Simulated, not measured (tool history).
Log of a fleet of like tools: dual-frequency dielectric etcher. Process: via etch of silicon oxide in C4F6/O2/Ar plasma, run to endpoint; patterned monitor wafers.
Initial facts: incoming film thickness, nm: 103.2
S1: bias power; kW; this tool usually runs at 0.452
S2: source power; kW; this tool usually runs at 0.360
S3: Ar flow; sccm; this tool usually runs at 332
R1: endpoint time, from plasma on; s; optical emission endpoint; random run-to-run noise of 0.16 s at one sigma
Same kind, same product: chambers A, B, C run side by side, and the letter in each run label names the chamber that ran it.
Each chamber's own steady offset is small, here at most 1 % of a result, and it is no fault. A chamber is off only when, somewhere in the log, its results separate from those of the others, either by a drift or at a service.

run     day     S1     S2   S3      R1
 1C   0.583  0.452  0.360  332  24.500
 2B   0.900  0.452  0.360  332  25.019
 3A   1.208  0.452  0.360  332  24.982
 4C   1.742  0.452  0.360  332  24.380
 5A   2.021  0.452  0.360  332  25.060
 6B   2.417  0.452  0.360  332  24.795
 7B   2.717  0.452  0.360  332  24.778
 8A   3.071  0.542  0.360  302  23.031
 9C   3.508  0.542  0.360  302  22.540
10B   4.075  0.542  0.360  302  22.563
11C   4.379  0.452  0.360  332  24.646
12A   4.900  0.452  0.360  332  24.936
13A   5.329  0.452  0.360  332  24.947
14B   5.921  0.452  0.360  332  24.536
15C   6.508  0.452  0.360  332  24.462
16B   7.017  0.515  0.360  370  23.394
17C   7.471  0.515  0.360  370  23.911
      7.775  -- chamber A: wet clean of the chamber
18A   7.858  0.515  0.360  370  24.326
19B   8.196  0.452  0.360  332  24.281
20A   8.525  0.452  0.360  332  24.861
21C   8.996  0.452  0.360  332  24.502
22C   9.392  0.452  0.360  332  24.688
23A   9.942  0.452  0.360  332  24.954
24B  10.208  0.407  0.390  332  24.259
25C  10.725  0.407  0.390  332  24.708
26A  11.179  0.407  0.390  332  25.115

Is one chamber out of step, is the gauge drifting, or do the chambers differ by no more than their own small offsets? For an off chamber, give its letter and the likeliest cause.

Little by little, chamber B moves away from the other chambers.
Most likely cause: etch rate over this chamber's usual, % = 4.48.

Below are 4 candidate recipes for chamber B's next run, each the usual settings with a change, their results shown as question marks. Which of them brings B's results back in line with what the other chambers give on the usual settings?
In-line tolerance around the mean of the other chambers on the usual settings: R1 0.540 s
27B-1  11.608  0.412  0.330  341   ?
27B-2  11.608  0.409  0.360  341   ?
27B-3  11.608  0.452  0.430  313   ?
27B-4  11.608  0.452  0.400  332   ?

What the other chambers average on the usual settings: R1 24.754 s
  run      R1
27B-1  25.526
27B-2  24.769
27B-3  22.109
27B-4  22.867
The right change is 27B-2: it brings the chamber back within the allowed miss of the others.
